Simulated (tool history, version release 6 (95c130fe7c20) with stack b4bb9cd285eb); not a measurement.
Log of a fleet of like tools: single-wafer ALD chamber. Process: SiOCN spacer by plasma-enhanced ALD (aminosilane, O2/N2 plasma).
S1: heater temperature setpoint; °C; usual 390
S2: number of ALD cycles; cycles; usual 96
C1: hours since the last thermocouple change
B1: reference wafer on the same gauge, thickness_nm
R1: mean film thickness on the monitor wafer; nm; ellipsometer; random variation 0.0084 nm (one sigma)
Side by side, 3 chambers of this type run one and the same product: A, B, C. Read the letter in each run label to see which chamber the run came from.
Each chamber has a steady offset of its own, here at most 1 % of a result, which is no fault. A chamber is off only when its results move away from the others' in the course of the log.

{"run": "1B", "hour": 5.7, "S1": 390, "S2": 96, "C1": 295.8, "B1": 6.4207, "R1": 5.8108}
{"run": "2C", "hour": 9.8, "S1": 390, "S2": 96, "C1": 987.2, "B1": 6.4223, "R1": 5.7767}
{"run": "3A", "hour": 15.1, "S1": 390, "S2": 96, "C1": 225.1, "B1": 6.4227, "R1": 5.776}
{"run": "4A", "hour": 21.8, "S1": 390, "S2": 96, "C1": 231.8, "B1": 6.4204, "R1": 5.7633}
{"run": "5C", "hour": 28.8, "S1": 380, "S2": 85, "C1": 1006.2, "B1": 6.4278, "R1": 5.1205}
{"run": "6B", "hour": 36.6, "S1": 380, "S2": 85, "C1": 326.7, "B1": 6.4266, "R1": 5.1769}
{"run": "7B", "hour": 42.8, "S1": 380, "S2": 85, "C1": 332.9, "B1": 6.4288, "R1": 5.1675}
{"run": "8C", "hour": 49.4, "S1": 390, "S2": 96, "C1": 1026.8, "B1": 6.4278, "R1": 5.775}
{"run": "9A", "hour": 55.4, "S1": 390, "S2": 96, "C1": 265.4, "B1": 6.4309, "R1": 5.7793}
{"run": "10C", "hour": 61.8, "S1": 390, "S2": 96, "C1": 1039.2, "B1": 6.43, "R1": 5.7904}
{"run": "11B", "hour": 67.8, "S1": 390, "S2": 96, "C1": 357.9, "B1": 6.4289, "R1": 5.8414}
{"run": "12A", "hour": 73.5, "S1": 390, "S2": 96, "C1": 283.5, "B1": 6.4308, "R1": 5.7846}
{"run": "13B", "hour": 77.6, "S1": 390, "S2": 96, "C1": 367.7, "B1": 6.4331, "R1": 5.845}
{"run": "14C", "hour": 81.5, "S1": 390, "S2": 96, "C1": 1058.9, "B1": 6.4351, "R1": 5.7789}
{"run": "15A", "hour": 86.3, "S1": 390, "S2": 96, "C1": 296.3, "B1": 6.4359, "R1": 5.8084}
{"run": "16B", "hour": 92.0, "S1": 376, "S2": 110, "C1": 382.1, "B1": 6.435, "R1": 6.6829}
{"run": "17C", "hour": 99.0, "S1": 376, "S2": 110, "C1": 1076.4, "B1": 6.4393, "R1": 6.6483}
{"run": "18A", "hour": 106.7, "S1": 376, "S2": 110, "C1": 316.7, "B1": 6.4381, "R1": 6.6462}
{"run": "19A", "hour": 114.2, "S1": 390, "S2": 96, "C1": 324.2, "B1": 6.4417, "R1": 5.8124}
{"run": "20B", "hour": 118.1, "S1": 390, "S2": 96, "C1": 408.2, "B1": 6.4424, "R1": 5.8394}
{"run": "21C", "hour": 122.3, "S1": 390, "S2": 96, "C1": 1099.7, "B1": 6.4406, "R1": 5.8006}
{"run": "22B", "hour": 129.3, "S1": 390, "S2": 96, "C1": 419.4, "B1": 6.4419, "R1": 5.8661}
{"run": "23A", "hour": 133.6, "S1": 390, "S2": 96, "C1": 343.6, "B1": 6.4455, "R1": 5.7897}
{"run": "24C", "hour": 139.9, "S1": 390, "S2": 96, "C1": 1117.3, "B1": 6.4441, "R1": 5.7899}
{"run": "25A", "hour": 144.9, "S1": 390, "S2": 96, "C1": 354.9, "B1": 6.4452, "R1": 5.8026}
{"run": "26B", "hour": 151.4, "S1": 390, "S2": 96, "C1": 441.5, "B1": 6.4497, "R1": 5.8572}
{"run": "27C", "hour": 156.0, "S1": 390, "S2": 96, "C1": 1133.4, "B1": 6.4515, "R1": 5.7863}
{"run": "28B", "hour": 160.8, "S1": 390, "S2": 96, "C1": 450.9, "B1": 6.4511, "R1": 5.8629}
{"run": "29A", "hour": 166.9, "S1": 379, "S2": 96, "C1": 376.9, "B1": 6.4507, "R1": 5.8117}
{"run": "30C", "hour": 171.8, "S1": 379, "S2": 96, "C1": 1149.2, "B1": 6.4519, "R1": 5.8023}
{"run": "31A", "hour": 179.4, "S1": 379, "S2": 96, "C1": 389.4, "B1": 6.4522, "R1": 5.8023}
{"run": "32C", "hour": 187.2, "S1": 390, "S2": 96, "C1": 1164.6, "B1": 6.4521, "R1": 5.7975}
{"run": "33B", "hour": 193.5, "S1": 390, "S2": 96, "C1": 483.6, "B1": 6.4516, "R1": 5.861}
{"run": "34A", "hour": 199.4, "S1": 390, "S2": 96, "C1": 409.4, "B1": 6.4566, "R1": 5.8016}
{"run": "35B", "hour": 206.9, "S1": 390, "S2": 96, "C1": 497.0, "B1": 6.4602, "R1": 5.8663}

Read the log: is a single chamber off, either drifting away or since a service, is the gauge that measures every chamber drifting, or is nothing wrong beyond small per-chamber offsets? Name any odd chamber and what most likely caused it.

No chamber is off; the gauge reading every chamber's wafers drifts, which makes the whole fleet appear to move together.
Most likely cause: gauge reads high (%) = 0.6.

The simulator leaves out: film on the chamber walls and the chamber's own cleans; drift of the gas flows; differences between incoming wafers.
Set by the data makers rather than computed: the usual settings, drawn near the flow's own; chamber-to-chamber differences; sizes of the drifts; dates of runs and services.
